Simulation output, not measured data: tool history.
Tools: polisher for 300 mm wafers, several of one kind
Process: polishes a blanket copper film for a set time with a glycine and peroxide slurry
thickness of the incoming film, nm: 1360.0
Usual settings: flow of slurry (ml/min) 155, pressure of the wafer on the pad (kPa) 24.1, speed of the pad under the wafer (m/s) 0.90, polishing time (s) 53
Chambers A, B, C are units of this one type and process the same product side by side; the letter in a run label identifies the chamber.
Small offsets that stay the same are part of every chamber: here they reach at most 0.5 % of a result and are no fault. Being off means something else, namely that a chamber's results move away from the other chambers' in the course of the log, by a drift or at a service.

run	hour	flow of slurry (ml/min)	pressure of the wafer on the pad (kPa)	speed of the pad under the wafer (m/s)	polishing time (s)	wafers polished on this pad	hours since the slurry nozzle was cleaned	hours since the head pressure was calibrated	film removed (angstrom)
1B	3.6	155	24.1	0.90	53	470	599.0	643.0	2994.3
2C	7.3	155	24.1	0.90	53	518	514.9	427.3	3036.4
3A	12.5	155	24.1	0.90	53	619	395.8	177.4	3092.5
4A	16.7	155	24.1	0.90	53	654	400.0	181.6	3076.0
# hour 18.3: chamber A: worn pad replaced by a new one
5B	22.4	155	24.1	0.90	69	630	617.8	661.8	3926.0
# hour 23.9: chamber C: worn pad replaced by a new one
6C	26.9	155	24.1	0.90	69	25	534.5	446.9	4138.7
# hour 33.5: chamber B: worn pad replaced by a new one
7A	33.5	155	24.1	0.90	69	130	416.8	198.4	3978.2
# hour 37.6: chamber B: slurry nozzle cleaned
8B	38.2	155	24.1	0.90	53	40	0.7	677.6	3046.3
9C	41.7	155	24.1	0.90	53	151	549.3	461.7	3140.9
10A	46.2	155	24.1	0.90	53	238	429.5	211.1	3051.1
11C	50.1	155	24.1	1.08	41	222	557.7	470.1	2749.8
12B	54.5	155	24.1	1.08	41	179	17.0	693.9	2751.9
# hour 54.8: chamber A: slurry nozzle cleaned
13C	57.8	155	24.1	1.08	41	288	565.4	477.8	2771.4
14A	64.1	155	24.1	0.90	53	390	9.4	229.0	3028.6
15B	68.5	155	24.1	0.90	53	298	31.0	707.9	3097.6
16C	74.0	155	24.1	0.90	53	426	581.6	494.0	3117.5
17A	78.6	155	24.1	0.90	53	513	23.9	243.5	3071.3
18B	82.6	155	24.1	0.90	53	418	45.1	722.0	3064.6
19A	86.3	155	24.1	0.90	53	579	31.6	251.2	3043.7
20C	89.9	155	24.1	0.90	53	561	597.5	509.9	3079.8
21B	96.2	155	24.1	0.90	53	533	58.7	735.6	3138.6
# hour 98.8: chamber A: worn pad replaced by a new one
22C	102.2	155	24.1	0.90	53	666	609.8	522.2	3012.5
# hour 102.7: chamber C: worn pad replaced by a new one
23B	105.3	155	24.1	0.90	53	611	67.8	744.7	3043.4
24A	110.5	155	24.1	0.90	53	100	55.8	275.4	3107.2
25A	114.2	155	24.1	1.12	62	131	59.5	279.1	4327.6
26B	118.6	155	24.1	1.12	62	724	81.1	758.0	4306.5
27C	122.6	155	24.1	1.12	62	169	630.2	542.6	4313.6
28B	128.4	155	24.1	0.90	53	807	90.9	767.8	3116.6
29C	132.7	155	24.1	0.90	53	255	640.3	552.7	3109.1
# hour 134.4: chamber B: worn pad replaced by a new one
30A	136.1	155	24.1	0.90	53	317	81.4	301.0	3048.3
31A	140.8	155	24.1	0.90	53	357	86.1	305.7	3113.8
32C	145.3	155	24.1	0.90	53	362	652.9	565.3	3116.8
33B	151.4	155	20.0	0.90	67	145	113.9	790.8	3342.7
34B	157.4	155	20.0	0.90	67	196	119.9	796.8	3303.2
35A	163.0	155	20.0	0.90	67	546	108.3	327.9	3325.7
# hour 166.9: chamber A: worn pad replaced by a new one
36C	167.8	155	24.1	0.90	53	554	675.4	587.8	3070.6
# hour 173.2: chamber C: worn pad replaced by a new one
37A	174.1	155	24.1	0.90	53	61	119.4	339.0	3076.8
38C	178.3	155	24.1	0.90	53	43	685.9	598.3	3054.0
39B	184.9	155	24.1	0.90	53	430	147.4	824.3	3095.6
40C	188.6	155	24.1	0.90	59	131	696.2	608.6	3448.7
41A	192.2	155	24.1	0.90	59	215	137.5	357.1	3436.3
42B	196.6	155	24.1	0.90	59	529	159.1	836.0	3366.9
43C	202.4	155	30.3	0.90	53	248	710.0	622.4	3716.7
44A	206.9	155	30.3	0.90	53	340	152.2	371.8	3785.0

The same settings go to every chamber for the next run, one line per chamber below. Forecast the results for each:
45A	211.8	155	24.1	0.90	53				?
45B	211.8	155	24.1	0.90	53				?
45C	211.8	155	24.1	0.90	53				?

run	film removed (angstrom)
45A	3042.7
45B	3026.4
45C	3074.9
